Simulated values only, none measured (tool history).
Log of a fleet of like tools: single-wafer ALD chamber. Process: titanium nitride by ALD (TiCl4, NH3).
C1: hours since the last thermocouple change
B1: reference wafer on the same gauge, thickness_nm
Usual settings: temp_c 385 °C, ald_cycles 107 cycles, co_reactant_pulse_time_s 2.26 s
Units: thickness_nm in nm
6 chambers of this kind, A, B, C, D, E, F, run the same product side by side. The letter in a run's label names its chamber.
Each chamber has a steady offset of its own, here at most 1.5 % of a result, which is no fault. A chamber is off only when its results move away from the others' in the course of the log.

{"run": "1B", "hour": 3.4, "temp_c": 385, "ald_cycles": 107, "co_reactant_pulse_time_s": 2.26, "C1": 570.9, "B1": 2.2703, "thickness_nm": 2.3409}
{"run": "2A", "hour": 6.4, "temp_c": 385, "ald_cycles": 107, "co_reactant_pulse_time_s": 2.26, "C1": 166.3, "B1": 2.2706, "thickness_nm": 2.3589}
{"run": "3E", "hour": 11.1, "temp_c": 385, "ald_cycles": 107, "co_reactant_pulse_time_s": 2.26, "C1": 1275.5, "B1": 2.2673, "thickness_nm": 2.3097}
{"run": "4F", "hour": 15.8, "temp_c": 385, "ald_cycles": 107, "co_reactant_pulse_time_s": 2.26, "C1": 294.1, "B1": 2.2715, "thickness_nm": 2.3253}
{"run": "5C", "hour": 19.6, "temp_c": 385, "ald_cycles": 107, "co_reactant_pulse_time_s": 2.26, "C1": 292.7, "B1": 2.2706, "thickness_nm": 2.3451}
{"run": "6D", "hour": 22.8, "temp_c": 385, "ald_cycles": 107, "co_reactant_pulse_time_s": 2.26, "C1": 2689.9, "B1": 2.2704, "thickness_nm": 2.3747}
{"run": "7B", "hour": 25.2, "temp_c": 385, "ald_cycles": 107, "co_reactant_pulse_time_s": 2.26, "C1": 592.7, "B1": 2.2712, "thickness_nm": 2.3742}
{"run": "8F", "hour": 29.0, "temp_c": 385, "ald_cycles": 107, "co_reactant_pulse_time_s": 2.26, "C1": 307.3, "B1": 2.2708, "thickness_nm": 2.3371}
{"run": "9A", "hour": 33.6, "temp_c": 385, "ald_cycles": 93, "co_reactant_pulse_time_s": 2.26, "C1": 193.5, "B1": 2.2718, "thickness_nm": 2.0325}
{"run": "10E", "hour": 36.5, "temp_c": 385, "ald_cycles": 93, "co_reactant_pulse_time_s": 2.26, "C1": 1300.9, "B1": 2.2723, "thickness_nm": 1.9984}
{"run": "11D", "hour": 40.6, "temp_c": 385, "ald_cycles": 93, "co_reactant_pulse_time_s": 2.26, "C1": 2707.7, "B1": 2.2729, "thickness_nm": 2.0573}
{"run": "12C", "hour": 42.7, "temp_c": 385, "ald_cycles": 93, "co_reactant_pulse_time_s": 2.26, "C1": 315.8, "B1": 2.2668, "thickness_nm": 2.0231}
{"run": "13F", "hour": 45.7, "temp_c": 385, "ald_cycles": 93, "co_reactant_pulse_time_s": 2.26, "C1": 324, "B1": 2.269, "thickness_nm": 2.0327}
{"run": "14B", "hour": 50.1, "temp_c": 385, "ald_cycles": 93, "co_reactant_pulse_time_s": 2.26, "C1": 617.6, "B1": 2.2728, "thickness_nm": 2.0421}
{"run": "15A", "hour": 52.5, "temp_c": 385, "ald_cycles": 107, "co_reactant_pulse_time_s": 2.26, "C1": 212.4, "B1": 2.2725, "thickness_nm": 2.345}
{"run": "16E", "hour": 57.1, "temp_c": 385, "ald_cycles": 107, "co_reactant_pulse_time_s": 2.26, "C1": 1321.5, "B1": 2.2693, "thickness_nm": 2.307}
{"run": "17C", "hour": 59.4, "temp_c": 385, "ald_cycles": 107, "co_reactant_pulse_time_s": 2.26, "C1": 332.5, "B1": 2.2695, "thickness_nm": 2.3322}
{"run": "18D", "hour": 62.0, "temp_c": 385, "ald_cycles": 107, "co_reactant_pulse_time_s": 2.26, "C1": 2729.1, "B1": 2.2699, "thickness_nm": 2.3778}
{"run": "19E", "hour": 64.8, "temp_c": 385, "ald_cycles": 87, "co_reactant_pulse_time_s": 1.91, "C1": 1329.2, "B1": 2.2677, "thickness_nm": 1.8632}
{"run": "20D", "hour": 68.6, "temp_c": 385, "ald_cycles": 87, "co_reactant_pulse_time_s": 1.91, "C1": 2735.7, "B1": 2.2736, "thickness_nm": 1.9176}
{"run": "21B", "hour": 73.1, "temp_c": 385, "ald_cycles": 87, "co_reactant_pulse_time_s": 1.91, "C1": 640.6, "B1": 2.2704, "thickness_nm": 1.9039}
{"hour": 75.8, "done": "chamber D: thermocouple changed; heater temperature recalibrated"}
{"run": "22F", "hour": 76.7, "temp_c": 385, "ald_cycles": 87, "co_reactant_pulse_time_s": 1.91, "C1": 355, "B1": 2.2723, "thickness_nm": 1.872}
{"run": "23A", "hour": 79.3, "temp_c": 385, "ald_cycles": 87, "co_reactant_pulse_time_s": 1.91, "C1": 239.2, "B1": 2.2701, "thickness_nm": 1.8852}
{"run": "24C", "hour": 83.8, "temp_c": 385, "ald_cycles": 87, "co_reactant_pulse_time_s": 1.91, "C1": 356.9, "B1": 2.2675, "thickness_nm": 1.8728}
{"run": "25B", "hour": 87.8, "temp_c": 385, "ald_cycles": 107, "co_reactant_pulse_time_s": 2.26, "C1": 655.3, "B1": 2.2699, "thickness_nm": 2.3604}
{"run": "26F", "hour": 90.1, "temp_c": 385, "ald_cycles": 107, "co_reactant_pulse_time_s": 2.26, "C1": 368.4, "B1": 2.2679, "thickness_nm": 2.3234}
{"run": "27C", "hour": 94.1, "temp_c": 385, "ald_cycles": 107, "co_reactant_pulse_time_s": 2.26, "C1": 367.2, "B1": 2.2697, "thickness_nm": 2.3376}
{"run": "28A", "hour": 98.5, "temp_c": 385, "ald_cycles": 107, "co_reactant_pulse_time_s": 2.26, "C1": 258.4, "B1": 2.2703, "thickness_nm": 2.3476}
{"run": "29D", "hour": 101.4, "temp_c": 385, "ald_cycles": 107, "co_reactant_pulse_time_s": 2.26, "C1": 25.6, "B1": 2.2716, "thickness_nm": 2.3663}
{"run": "30E", "hour": 104.2, "temp_c": 385, "ald_cycles": 107, "co_reactant_pulse_time_s": 2.26, "C1": 1368.6, "B1": 2.2673, "thickness_nm": 2.3132}
{"run": "31E", "hour": 106.6, "temp_c": 385, "ald_cycles": 107, "co_reactant_pulse_time_s": 2.26, "C1": 1371, "B1": 2.2713, "thickness_nm": 2.314}
{"run": "32B", "hour": 110.1, "temp_c": 385, "ald_cycles": 107, "co_reactant_pulse_time_s": 2.26, "C1": 677.6, "B1": 2.2705, "thickness_nm": 2.3406}
{"run": "33F", "hour": 114.2, "temp_c": 385, "ald_cycles": 107, "co_reactant_pulse_time_s": 2.26, "C1": 392.5, "B1": 2.2677, "thickness_nm": 2.3581}
{"run": "34A", "hour": 116.8, "temp_c": 385, "ald_cycles": 107, "co_reactant_pulse_time_s": 2.26, "C1": 276.7, "B1": 2.2705, "thickness_nm": 2.3287}
{"run": "35C", "hour": 118.9, "temp_c": 385, "ald_cycles": 119, "co_reactant_pulse_time_s": 2.26, "C1": 392, "B1": 2.2701, "thickness_nm": 2.6207}
{"run": "36D", "hour": 123.3, "temp_c": 385, "ald_cycles": 119, "co_reactant_pulse_time_s": 2.26, "C1": 47.5, "B1": 2.269, "thickness_nm": 2.6098}
{"run": "37A", "hour": 126.5, "temp_c": 385, "ald_cycles": 119, "co_reactant_pulse_time_s": 2.26, "C1": 286.4, "B1": 2.2703, "thickness_nm": 2.6152}
{"run": "38C", "hour": 129.7, "temp_c": 385, "ald_cycles": 119, "co_reactant_pulse_time_s": 2.26, "C1": 402.8, "B1": 2.2682, "thickness_nm": 2.5994}
{"run": "39E", "hour": 132.0, "temp_c": 385, "ald_cycles": 119, "co_reactant_pulse_time_s": 2.26, "C1": 1396.4, "B1": 2.2695, "thickness_nm": 2.5469}
{"run": "40D", "hour": 136.4, "temp_c": 385, "ald_cycles": 119, "co_reactant_pulse_time_s": 2.26, "C1": 60.6, "B1": 2.2688, "thickness_nm": 2.6457}
{"run": "41F", "hour": 140.7, "temp_c": 385, "ald_cycles": 107, "co_reactant_pulse_time_s": 2.26, "C1": 419, "B1": 2.2686, "thickness_nm": 2.3116}
{"run": "42B", "hour": 144.5, "temp_c": 385, "ald_cycles": 107, "co_reactant_pulse_time_s": 2.81, "C1": 712, "B1": 2.2718, "thickness_nm": 2.3873}
{"run": "43C", "hour": 148.9, "temp_c": 385, "ald_cycles": 107, "co_reactant_pulse_time_s": 2.81, "C1": 422, "B1": 2.2676, "thickness_nm": 2.3441}
{"run": "44E", "hour": 153.3, "temp_c": 385, "ald_cycles": 107, "co_reactant_pulse_time_s": 2.81, "C1": 1417.7, "B1": 2.2664, "thickness_nm": 2.3271}

Is one chamber off against the others, does the gauge drift, or is nothing wrong? If a chamber is off, say which, and what the likeliest cause is.

No chamber stands off beyond its own small offset, and the gauge holds steady.
